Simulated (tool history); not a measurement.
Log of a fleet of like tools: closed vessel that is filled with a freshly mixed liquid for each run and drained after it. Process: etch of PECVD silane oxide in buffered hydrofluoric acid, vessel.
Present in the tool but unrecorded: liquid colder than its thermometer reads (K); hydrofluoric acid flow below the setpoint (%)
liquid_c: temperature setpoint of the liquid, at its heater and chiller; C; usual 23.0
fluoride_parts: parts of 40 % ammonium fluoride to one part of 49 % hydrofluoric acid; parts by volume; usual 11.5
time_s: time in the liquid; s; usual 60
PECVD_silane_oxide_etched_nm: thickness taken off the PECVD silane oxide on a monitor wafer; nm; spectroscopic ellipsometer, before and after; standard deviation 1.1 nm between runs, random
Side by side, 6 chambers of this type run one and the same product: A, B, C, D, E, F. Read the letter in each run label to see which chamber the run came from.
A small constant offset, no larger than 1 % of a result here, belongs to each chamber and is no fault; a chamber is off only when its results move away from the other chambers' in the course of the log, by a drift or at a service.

| run | hour | liquid_c | fluoride_parts | time_s | hours since the thermometer was replaced | hours since the hydrofluoric acid flow meter was replaced | read-back film thickness of the PECVD silane oxide reference wafer, read on the same gauge (nm) | PECVD_silane_oxide_etched_nm |
|---|---|---|---|---|---|---|---|---|
| 1F | 12.3 | 23.0 | 11.5 | 60 | 739.4 | 373.7 | 140.03 | 175.750 |
| 2C | 21.9 | 23.0 | 11.5 | 60 | 480.1 | 795.3 | 140.01 | 177.310 |
| 3A | 32.2 | 23.0 | 11.5 | 60 | 1842.4 | 166.5 | 140.01 | 177.550 |
| 4D | 43.4 | 23.0 | 11.5 | 60 | 236.2 | 64.1 | 140.01 | 177.420 |
| 5B | 53.0 | 23.0 | 11.5 | 60 | 930.6 | 558.9 | 139.98 | 177.040 |
| 6E | 64.1 | 23.0 | 11.5 | 60 | 683.1 | 1169.8 | 140.00 | 175.590 |
| 7E | 76.9 | 23.0 | 11.5 | 45 | 695.9 | 1182.6 | 140.01 | 133.650 |
|  | 83.9 | chamber E: hydrofluoric acid flow meter replaced |
| 8C | 87.2 | 23.0 | 11.5 | 45 | 545.4 | 860.6 | 139.97 | 133.000 |
| 9B | 95.1 | 23.0 | 11.5 | 45 | 972.7 | 601.0 | 140.00 | 132.520 |
| 10F | 107.7 | 23.0 | 11.5 | 45 | 834.8 | 469.1 | 140.01 | 131.420 |
| 11A | 120.8 | 23.0 | 11.5 | 45 | 1931.0 | 255.1 | 139.98 | 133.590 |
| 12D | 126.9 | 23.0 | 11.5 | 45 | 319.7 | 147.6 | 140.00 | 133.480 |
|  | 134.2 | chamber B: thermometer replaced |
| 13F | 134.5 | 23.0 | 11.5 | 60 | 861.6 | 495.9 | 140.03 | 176.080 |
| 14C | 141.5 | 23.0 | 11.5 | 60 | 599.7 | 914.9 | 140.00 | 176.440 |
| 15E | 152.8 | 23.0 | 11.5 | 60 | 771.8 | 68.9 | 140.01 | 176.130 |
| 16D | 159.0 | 25.5 | 11.5 | 90 | 351.8 | 179.7 | 140.02 | 305.160 |
|  | 159.7 | chamber C: hydrofluoric acid flow meter replaced |
| 17B | 166.4 | 25.5 | 11.5 | 90 | 32.3 | 672.3 | 140.00 | 305.060 |
| 18A | 175.5 | 25.5 | 11.5 | 90 | 1985.7 | 309.8 | 140.00 | 308.270 |
| 19D | 182.1 | 25.5 | 11.5 | 90 | 374.9 | 202.8 | 139.98 | 303.660 |
| 20F | 194.6 | 25.5 | 11.5 | 90 | 921.7 | 556.0 | 139.98 | 298.090 |
| 21C | 204.7 | 25.5 | 11.5 | 90 | 662.9 | 45.0 | 139.99 | 305.170 |
| 22A | 215.5 | 23.0 | 11.5 | 60 | 2025.7 | 349.8 | 140.00 | 178.210 |
| 23B | 221.9 | 23.0 | 11.5 | 60 | 87.8 | 727.8 | 140.00 | 177.680 |
| 24E | 232.9 | 23.0 | 11.5 | 60 | 851.9 | 149.0 | 139.99 | 177.340 |
| 25B | 245.1 | 23.0 | 11.5 | 30 | 111.0 | 751.0 | 140.01 | 89.128 |
| 26A | 258.4 | 23.0 | 11.5 | 30 | 2068.6 | 392.7 | 139.98 | 89.929 |
| 27C | 270.4 | 23.0 | 11.5 | 30 | 728.6 | 110.7 | 140.01 | 89.290 |
| 28E | 279.6 | 23.0 | 11.5 | 30 | 898.6 | 195.7 | 140.02 | 89.092 |
| 29F | 291.6 | 23.0 | 11.5 | 30 | 1018.7 | 653.0 | 140.00 | 85.772 |
| 30D | 300.3 | 23.0 | 11.5 | 30 | 493.1 | 321.0 | 140.00 | 88.274 |
| 31E | 308.9 | 23.0 | 11.5 | 60 | 927.9 | 225.0 | 140.02 | 178.690 |
| 32C | 316.1 | 23.0 | 11.5 | 60 | 774.3 | 156.4 | 140.00 | 177.180 |
| 33A | 324.2 | 23.0 | 15.5 | 30 | 2134.4 | 458.5 | 140.00 | 66.619 |
| 34D | 334.6 | 23.0 | 15.5 | 30 | 527.4 | 355.3 | 139.99 | 66.687 |
| 35F | 342.4 | 23.0 | 15.5 | 30 | 1069.5 | 703.8 | 140.01 | 63.182 |
| 36B | 353.3 | 23.0 | 15.5 | 30 | 219.2 | 859.2 | 140.01 | 66.798 |
| 37C | 360.1 | 23.0 | 15.5 | 30 | 818.3 | 200.4 | 140.01 | 66.378 |
| 38F | 368.7 | 23.0 | 15.5 | 30 | 1095.8 | 730.1 | 140.01 | 62.726 |
|  | 371.7 | chamber B: hydrofluoric acid flow meter replaced |
| 39D | 379.0 | 23.0 | 11.5 | 60 | 571.8 | 399.7 | 140.01 | 178.370 |
| 40B | 385.4 | 23.0 | 11.5 | 60 | 251.3 | 13.7 | 139.98 | 175.020 |
| 41A | 394.2 | 23.0 | 11.5 | 85 | 2204.4 | 528.5 | 140.00 | 251.920 |
| 42E | 405.7 | 23.0 | 11.5 | 85 | 1024.7 | 321.8 | 139.98 | 253.040 |

Is one chamber out of step, is the gauge drifting, or do the chambers differ by no more than their own small offsets? For an off chamber, give its letter and the likeliest cause.

One chamber, F, drifts off from the rest bit by bit.
Cause: hydrofluoric acid flow below the setpoint (%) = 5.06.
The log might look much the same if the cause were instead: liquid colder than its thermometer reads (K).

Below are 4 candidate recipes for chamber F's next run, each the usual settings with a change, their results shown as question marks. Which of them brings F's results back in line with what the other chambers give on the usual settings?
In line means no further than this from the other chambers' mean on the usual settings: PECVD_silane_oxide_etched_nm 3.800 nm
| 43F-1 | 415.3 | 22.5 | 11.5 | 60 |  |  |  | ? |
| 43F-2 | 415.3 | 23.5 | 11.0 | 60 |  |  |  | ? |
| 43F-3 | 415.3 | 22.5 | 12.0 | 60 |  |  |  | ? |
| 43F-4 | 415.3 | 23.5 | 11.5 | 60 |  |  |  | ? |

Average result of the remaining chambers running the usual settings: PECVD_silane_oxide_etched_nm 177.760 nm
| run | PECVD_silane_oxide_etched_nm |
|---|---|
| 43F-1 | 162.060 |
| 43F-2 | 178.850 |
| 43F-3 | 155.360 |
| 43F-4 | 171.120 |
43F-2 is the one that brings the chamber's results back in line with the other chambers.
